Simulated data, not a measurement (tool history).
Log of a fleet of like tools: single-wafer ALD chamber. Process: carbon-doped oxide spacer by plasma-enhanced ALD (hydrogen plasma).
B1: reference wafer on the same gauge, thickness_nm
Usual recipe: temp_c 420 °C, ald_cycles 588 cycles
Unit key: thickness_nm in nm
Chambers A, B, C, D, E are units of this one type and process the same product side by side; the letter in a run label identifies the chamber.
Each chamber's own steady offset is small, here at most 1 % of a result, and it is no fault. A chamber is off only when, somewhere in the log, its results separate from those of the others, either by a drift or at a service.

Run 1C, day 0.446: usual settings; B1 29.400. Result: thickness_nm 27.498 nm.
Run 2E, day 0.908: usual settings; B1 29.419. Result: thickness_nm 27.769 nm.
Run 3D, day 1.417: usual settings; B1 29.423. Result: thickness_nm 27.711 nm.
Run 4A, day 1.838: usual settings; B1 29.436. Result: thickness_nm 27.601 nm.
Run 5B, day 2.171: usual settings; B1 29.425. Result: thickness_nm 27.908 nm.
Run 6A, day 2.642: usual settings; B1 29.427. Result: thickness_nm 27.562 nm.
Run 7C, day 2.908: usual settings; B1 29.454. Result: thickness_nm 27.585 nm.
Run 8E, day 3.175: usual settings; B1 29.438. Result: thickness_nm 27.805 nm.
Run 9B, day 3.425: usual settings; B1 29.446. Result: thickness_nm 27.821 nm.
Run 10D, day 3.871: usual settings; B1 29.460. Result: thickness_nm 27.693 nm.
Run 11E, day 4.188: usual settings; B1 29.449. Result: thickness_nm 27.786 nm.
Run 12C, day 4.592: usual settings; B1 29.449. Result: thickness_nm 27.633 nm.
Run 13A, day 5.017: usual settings; B1 29.458. Result: thickness_nm 27.520 nm.
Run 14B, day 5.521: usual settings; B1 29.469. Result: thickness_nm 27.832 nm.
Run 15D, day 6.054: usual settings but ald_cycles 528 cycles; B1 29.476. Result: thickness_nm 24.966 nm.
Run 16C, day 6.575: usual settings but ald_cycles 528 cycles; B1 29.479. Result: thickness_nm 24.801 nm.
Run 17B, day 7.058: usual settings but ald_cycles 528 cycles; B1 29.490. Result: thickness_nm 25.019 nm.
Run 18E, day 7.471: usual settings but ald_cycles 528 cycles; B1 29.500. Result: thickness_nm 24.992 nm.
Run 19D, day 8.046: usual settings but ald_cycles 528 cycles; B1 29.492. Result: thickness_nm 25.001 nm.
Run 20A, day 8.617: usual settings but temp_c 431 °C, ald_cycles 637 cycles; B1 29.520. Result: thickness_nm 28.886 nm.
Run 21D, day 9.017: usual settings but temp_c 431 °C, ald_cycles 637 cycles; B1 29.509. Result: thickness_nm 28.960 nm.
Run 22B, day 9.338: usual settings but temp_c 431 °C, ald_cycles 637 cycles; B1 29.524. Result: thickness_nm 29.198 nm.
Run 23E, day 9.696: usual settings but temp_c 431 °C, ald_cycles 637 cycles; B1 29.529. Result: thickness_nm 29.143 nm.
Run 24A, day 10.083: usual settings but temp_c 431 °C, ald_cycles 637 cycles; B1 29.537. Result: thickness_nm 28.889 nm.
At day 10.296: chamber D: thermocouple changed; heater temperature recalibrated.
Run 25C, day 10.462: usual settings; B1 29.545. Result: thickness_nm 27.636 nm.
Run 26C, day 10.771: usual settings; B1 29.534. Result: thickness_nm 27.678 nm.
Run 27B, day 11.192: usual settings; B1 29.542. Result: thickness_nm 27.955 nm.
Run 28D, day 11.754: usual settings; B1 29.543. Result: thickness_nm 27.878 nm.
Run 29E, day 12.008: usual settings; B1 29.570. Result: thickness_nm 27.948 nm.
Run 30A, day 12.283: usual settings; B1 29.551. Result: thickness_nm 27.647 nm.
Run 31B, day 12.558: usual settings; B1 29.556. Result: thickness_nm 27.949 nm.
Run 32A, day 12.917: usual settings; B1 29.572. Result: thickness_nm 27.719 nm.
Run 33E, day 13.321: usual settings but temp_c 410 °C, ald_cycles 631 cycles; B1 29.560. Result: thickness_nm 30.971 nm.
Run 34C, day 13.808: usual settings but temp_c 410 °C, ald_cycles 631 cycles; B1 29.589. Result: thickness_nm 30.620 nm.
Run 35D, day 14.229: usual settings but temp_c 410 °C, ald_cycles 631 cycles; B1 29.576. Result: thickness_nm 30.988 nm.
Run 36D, day 14.625: usual settings but temp_c 410 °C, ald_cycles 631 cycles; B1 29.603. Result: thickness_nm 30.875 nm.
Run 37A, day 14.988: usual settings but temp_c 410 °C, ald_cycles 631 cycles; B1 29.595. Result: thickness_nm 30.735 nm.

Predict what each chamber gives when all 5 of them run the settings below next.
Run 38A, day 15.400: usual settings but ald_cycles 679 cycles. Result: thickness_nm ?.
Run 38B, day 15.400: usual settings but ald_cycles 679 cycles. Result: thickness_nm ?.
Run 38C, day 15.400: usual settings but ald_cycles 679 cycles. Result: thickness_nm ?.
Run 38D, day 15.400: usual settings but ald_cycles 679 cycles. Result: thickness_nm ?.
Run 38E, day 15.400: usual settings but ald_cycles 679 cycles. Result: thickness_nm ?.

run  thickness_nm
38A        32.004
38B        32.327
38C        31.983
38D        32.244
38E        32.306

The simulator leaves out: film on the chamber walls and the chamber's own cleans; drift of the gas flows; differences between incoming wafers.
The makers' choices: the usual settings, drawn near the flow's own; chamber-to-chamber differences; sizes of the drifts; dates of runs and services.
